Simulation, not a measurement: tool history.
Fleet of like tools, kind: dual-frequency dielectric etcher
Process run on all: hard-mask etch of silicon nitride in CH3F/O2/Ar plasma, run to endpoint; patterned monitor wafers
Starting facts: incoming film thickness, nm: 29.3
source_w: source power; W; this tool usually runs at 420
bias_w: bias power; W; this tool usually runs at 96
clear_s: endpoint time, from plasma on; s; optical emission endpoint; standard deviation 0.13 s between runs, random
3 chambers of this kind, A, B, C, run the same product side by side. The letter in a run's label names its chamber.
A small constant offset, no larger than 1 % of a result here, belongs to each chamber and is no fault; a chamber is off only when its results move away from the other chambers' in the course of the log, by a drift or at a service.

| run | day | source_w | bias_w | clear_s |
|---|---|---|---|---|
| 1B | 0.400 | 420 | 96 | 37.474 |
| 2A | 0.875 | 420 | 96 | 37.459 |
| 3C | 1.258 | 420 | 96 | 37.426 |
| 4B | 1.621 | 420 | 96 | 37.770 |
| 5C | 2.146 | 420 | 96 | 37.423 |
| 6A | 2.462 | 420 | 96 | 37.247 |
| 7C | 2.762 | 420 | 96 | 37.583 |
| 8A | 3.258 | 420 | 96 | 37.352 |
| 9B | 3.529 | 480 | 106 | 34.593 |
| 10B | 3.804 | 480 | 106 | 34.613 |
| 11A | 4.229 | 480 | 106 | 34.199 |
| 12C | 4.754 | 420 | 96 | 37.361 |
|  | 4.908 | chamber B: wet clean of the chamber |
| 13A | 5.112 | 420 | 96 | 37.361 |
| 14B | 5.583 | 420 | 96 | 37.777 |
| 15C | 5.867 | 420 | 86 | 38.961 |
| 16A | 6.354 | 420 | 86 | 38.728 |
| 17C | 6.871 | 420 | 86 | 38.924 |
| 18B | 7.154 | 420 | 96 | 37.753 |
| 19B | 7.662 | 420 | 96 | 37.578 |
| 20A | 8.042 | 420 | 96 | 37.472 |
| 21C | 8.538 | 420 | 96 | 37.377 |
| 22C | 8.833 | 420 | 96 | 37.396 |
| 23B | 9.096 | 330 | 96 | 41.604 |
| 24A | 9.471 | 330 | 96 | 41.003 |
|  | 9.504 | chamber C: wet clean of the chamber |
| 25B | 9.862 | 330 | 96 | 41.326 |
| 26C | 10.342 | 420 | 96 | 35.887 |
| 27A | 10.575 | 480 | 112 | 33.528 |
| 28C | 10.921 | 480 | 112 | 32.507 |
| 29B | 11.400 | 480 | 112 | 34.015 |
| 30A | 11.708 | 420 | 96 | 37.328 |
| 31A | 12.229 | 420 | 96 | 37.409 |
|  | 12.562 | chamber A: wet clean of the chamber |
| 32B | 12.742 | 420 | 96 | 37.802 |
| 33C | 13.204 | 420 | 96 | 36.101 |
| 34C | 13.650 | 420 | 96 | 35.953 |
| 35A | 14.000 | 420 | 73 | 41.143 |
| 36B | 14.417 | 420 | 73 | 41.452 |
| 37B | 14.700 | 420 | 73 | 41.101 |
| 38C | 15.088 | 420 | 115 | 33.702 |
| 39A | 15.550 | 420 | 115 | 34.850 |

All 3 chambers run these settings next. Forecast each chamber's results:
| 40A | 15.929 | 420 | 105 | ? |
| 40B | 15.929 | 420 | 105 | ? |
| 40C | 15.929 | 420 | 105 | ? |

| run | clear_s |
|---|---|
| 40A | 36.162 |
| 40B | 36.556 |
| 40C | 34.927 |

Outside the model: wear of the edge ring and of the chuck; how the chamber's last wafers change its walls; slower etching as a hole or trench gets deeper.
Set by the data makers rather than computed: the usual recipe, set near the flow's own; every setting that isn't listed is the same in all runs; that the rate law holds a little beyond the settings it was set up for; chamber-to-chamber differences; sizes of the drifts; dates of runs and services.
